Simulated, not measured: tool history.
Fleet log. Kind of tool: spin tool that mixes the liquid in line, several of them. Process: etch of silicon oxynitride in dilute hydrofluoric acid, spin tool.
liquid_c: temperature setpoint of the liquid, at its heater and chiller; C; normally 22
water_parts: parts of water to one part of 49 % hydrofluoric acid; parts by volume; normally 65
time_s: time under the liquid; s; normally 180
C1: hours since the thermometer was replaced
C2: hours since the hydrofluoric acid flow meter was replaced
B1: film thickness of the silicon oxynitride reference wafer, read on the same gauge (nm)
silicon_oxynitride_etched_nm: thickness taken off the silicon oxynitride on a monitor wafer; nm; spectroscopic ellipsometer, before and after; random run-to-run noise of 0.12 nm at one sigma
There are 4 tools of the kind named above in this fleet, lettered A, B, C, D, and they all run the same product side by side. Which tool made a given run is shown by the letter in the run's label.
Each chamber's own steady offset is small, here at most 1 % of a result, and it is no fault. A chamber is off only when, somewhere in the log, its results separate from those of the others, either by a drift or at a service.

{"run": "1B", "hour": 5.8, "liquid_c": 22, "water_parts": 65, "time_s": 180, "C1": 1290.6, "C2": 965.1, "B1": 79.99, "silicon_oxynitride_etched_nm": 12.382}
{"run": "2C", "hour": 8.9, "liquid_c": 22, "water_parts": 65, "time_s": 180, "C1": 1514.3, "C2": 1765, "B1": 79.988, "silicon_oxynitride_etched_nm": 12.278}
{"run": "3D", "hour": 12.6, "liquid_c": 22, "water_parts": 65, "time_s": 180, "C1": 2351.5, "C2": 1184.6, "B1": 79.99, "silicon_oxynitride_etched_nm": 12.328}
{"run": "4A", "hour": 16.7, "liquid_c": 22, "water_parts": 65, "time_s": 180, "C1": 1817.9, "C2": 1018, "B1": 79.978, "silicon_oxynitride_etched_nm": 12.469}
{"run": "5B", "hour": 22.8, "liquid_c": 22, "water_parts": 65, "time_s": 180, "C1": 1307.6, "C2": 982.1, "B1": 79.976, "silicon_oxynitride_etched_nm": 12.345}
{"run": "6C", "hour": 25.8, "liquid_c": 22, "water_parts": 65, "time_s": 180, "C1": 1531.2, "C2": 1781.9, "B1": 80.001, "silicon_oxynitride_etched_nm": 12.517}
{"run": "7A", "hour": 29.9, "liquid_c": 22, "water_parts": 65, "time_s": 180, "C1": 1831.1, "C2": 1031.2, "B1": 80.011, "silicon_oxynitride_etched_nm": 12.384}
{"run": "8D", "hour": 34.0, "liquid_c": 22, "water_parts": 65, "time_s": 180, "C1": 2372.9, "C2": 1206, "B1": 79.974, "silicon_oxynitride_etched_nm": 12.519}
{"run": "9A", "hour": 39.5, "liquid_c": 22, "water_parts": 65, "time_s": 180, "C1": 1840.7, "C2": 1040.8, "B1": 80.023, "silicon_oxynitride_etched_nm": 12.246}
{"run": "10C", "hour": 45.3, "liquid_c": 26.5, "water_parts": 65, "time_s": 230, "C1": 1550.7, "C2": 1801.4, "B1": 79.972, "silicon_oxynitride_etched_nm": 19.833}
{"run": "11D", "hour": 51.5, "liquid_c": 26.5, "water_parts": 65, "time_s": 230, "C1": 2390.4, "C2": 1223.5, "B1": 79.998, "silicon_oxynitride_etched_nm": 19.434}
{"run": "12B", "hour": 55.9, "liquid_c": 26.5, "water_parts": 65, "time_s": 230, "C1": 1340.7, "C2": 1015.2, "B1": 79.992, "silicon_oxynitride_etched_nm": 19.57}
{"run": "13D", "hour": 60.5, "liquid_c": 26.5, "water_parts": 65, "time_s": 230, "C1": 2399.4, "C2": 1232.5, "B1": 80.001, "silicon_oxynitride_etched_nm": 19.953}
{"run": "14A", "hour": 64.3, "liquid_c": 22, "water_parts": 65, "time_s": 180, "C1": 1865.5, "C2": 1065.6, "B1": 80.005, "silicon_oxynitride_etched_nm": 12.353}
{"run": "15C", "hour": 67.5, "liquid_c": 22, "water_parts": 65, "time_s": 180, "C1": 1572.9, "C2": 1823.6, "B1": 79.997, "silicon_oxynitride_etched_nm": 12.167}
{"run": "16B", "hour": 70.6, "liquid_c": 22, "water_parts": 65, "time_s": 180, "C1": 1355.4, "C2": 1029.9, "B1": 79.995, "silicon_oxynitride_etched_nm": 12.428}
{"run": "17C", "hour": 76.8, "liquid_c": 24, "water_parts": 65, "time_s": 265, "C1": 1582.2, "C2": 1832.9, "B1": 80.027, "silicon_oxynitride_etched_nm": 20.015}
{"run": "18B", "hour": 80.8, "liquid_c": 24, "water_parts": 65, "time_s": 265, "C1": 1365.6, "C2": 1040.1, "B1": 80.007, "silicon_oxynitride_etched_nm": 20.277}
{"run": "19D", "hour": 86.7, "liquid_c": 24, "water_parts": 65, "time_s": 265, "C1": 2425.6, "C2": 1258.7, "B1": 79.973, "silicon_oxynitride_etched_nm": 20.725}
{"run": "20A", "hour": 92.1, "liquid_c": 24, "water_parts": 65, "time_s": 265, "C1": 1893.3, "C2": 1093.4, "B1": 79.991, "silicon_oxynitride_etched_nm": 19.786}
{"run": "21A", "hour": 97.9, "liquid_c": 22, "water_parts": 65, "time_s": 180, "C1": 1899.1, "C2": 1099.2, "B1": 79.977, "silicon_oxynitride_etched_nm": 12.67}
{"run": "22C", "hour": 102.7, "liquid_c": 22, "water_parts": 65, "time_s": 180, "C1": 1608.1, "C2": 1858.8, "B1": 80.014, "silicon_oxynitride_etched_nm": 12.294}
{"run": "23B", "hour": 109.2, "liquid_c": 22, "water_parts": 65, "time_s": 180, "C1": 1394, "C2": 1068.5, "B1": 80.038, "silicon_oxynitride_etched_nm": 12.567}
{"run": "24D", "hour": 112.5, "liquid_c": 22, "water_parts": 65, "time_s": 180, "C1": 2451.4, "C2": 1284.5, "B1": 79.997, "silicon_oxynitride_etched_nm": 12.972}
{"run": "25A", "hour": 118.3, "liquid_c": 22, "water_parts": 65, "time_s": 180, "C1": 1919.5, "C2": 1119.6, "B1": 80.016, "silicon_oxynitride_etched_nm": 12.239}
{"run": "26B", "hour": 123.4, "liquid_c": 22, "water_parts": 65, "time_s": 180, "C1": 1408.2, "C2": 1082.7, "B1": 80, "silicon_oxynitride_etched_nm": 12.267}
{"run": "27D", "hour": 126.4, "liquid_c": 22, "water_parts": 65, "time_s": 180, "C1": 2465.3, "C2": 1298.4, "B1": 79.985, "silicon_oxynitride_etched_nm": 12.995}
{"run": "28C", "hour": 131.2, "liquid_c": 22, "water_parts": 65, "time_s": 180, "C1": 1636.6, "C2": 1887.3, "B1": 80.008, "silicon_oxynitride_etched_nm": 12.389}
{"run": "29C", "hour": 134.5, "liquid_c": 22, "water_parts": 65, "time_s": 180, "C1": 1639.9, "C2": 1890.6, "B1": 80.029, "silicon_oxynitride_etched_nm": 12.545}
{"run": "30A", "hour": 138.7, "liquid_c": 22, "water_parts": 65, "time_s": 180, "C1": 1939.9, "C2": 1140, "B1": 80.005, "silicon_oxynitride_etched_nm": 12.314}
{"run": "31D", "hour": 144.7, "liquid_c": 22, "water_parts": 65, "time_s": 180, "C1": 2483.6, "C2": 1316.7, "B1": 80.002, "silicon_oxynitride_etched_nm": 13.371}
{"run": "32B", "hour": 150.9, "liquid_c": 22, "water_parts": 65, "time_s": 180, "C1": 1435.7, "C2": 1110.2, "B1": 79.994, "silicon_oxynitride_etched_nm": 12.667}
{"run": "33A", "hour": 155.3, "liquid_c": 22, "water_parts": 65, "time_s": 180, "C1": 1956.5, "C2": 1156.6, "B1": 79.997, "silicon_oxynitride_etched_nm": 12.281}
{"run": "34D", "hour": 160.0, "liquid_c": 25, "water_parts": 45, "time_s": 180, "C1": 2498.9, "C2": 1332, "B1": 79.999, "silicon_oxynitride_etched_nm": 22.945}
{"run": "35B", "hour": 164.3, "liquid_c": 25, "water_parts": 45, "time_s": 180, "C1": 1449.1, "C2": 1123.6, "B1": 79.97, "silicon_oxynitride_etched_nm": 21.145}
{"run": "36C", "hour": 167.8, "liquid_c": 25, "water_parts": 45, "time_s": 180, "C1": 1673.2, "C2": 1923.9, "B1": 80.006, "silicon_oxynitride_etched_nm": 21.124}
{"run": "37B", "hour": 174.2, "liquid_c": 25, "water_parts": 45, "time_s": 180, "C1": 1459, "C2": 1133.5, "B1": 80.001, "silicon_oxynitride_etched_nm": 21.152}

Has any chamber moved away from the others, gradually or after a service, or does the common gauge drift, or do the chambers differ only by their own small steady offsets? State the chamber and the most likely cause if one applies.

Chamber D drifts away from the others.
Most likely cause: hydrofluoric acid flow above the setpoint (%) = 9.84.
The log might look much the same if the cause were instead: liquid hotter than its thermometer reads (K).

Below are 4 candidate recipes for chamber D's next run, each the usual settings with a change, their results shown as question marks. Which of them brings D's results back in line with what the other chambers give on the usual settings?
A result is in line if it is within this distance of the other chambers' mean on the usual settings: silicon_oxynitride_etched_nm 0.42 nm
{"run": "38D-1", "hour": 179.1, "liquid_c": 22, "water_parts": 65, "time_s": 175, "silicon_oxynitride_etched_nm": "?"}
{"run": "38D-2", "hour": 179.1, "liquid_c": 22.5, "water_parts": 60, "time_s": 180, "silicon_oxynitride_etched_nm": "?"}
{"run": "38D-3", "hour": 179.1, "liquid_c": 22, "water_parts": 65, "time_s": 185, "silicon_oxynitride_etched_nm": "?"}
{"run": "38D-4", "hour": 179.1, "liquid_c": 22, "water_parts": 65, "time_s": 165, "silicon_oxynitride_etched_nm": "?"}

The other chambers' mean on the usual settings: silicon_oxynitride_etched_nm 12.396 nm
run=38D-1 silicon_oxynitride_etched_nm=13.241
run=38D-2 silicon_oxynitride_etched_nm=15.178
run=38D-3 silicon_oxynitride_etched_nm=13.997
run=38D-4 silicon_oxynitride_etched_nm=12.484
With 38D-4, the chamber falls back in line with the rest.
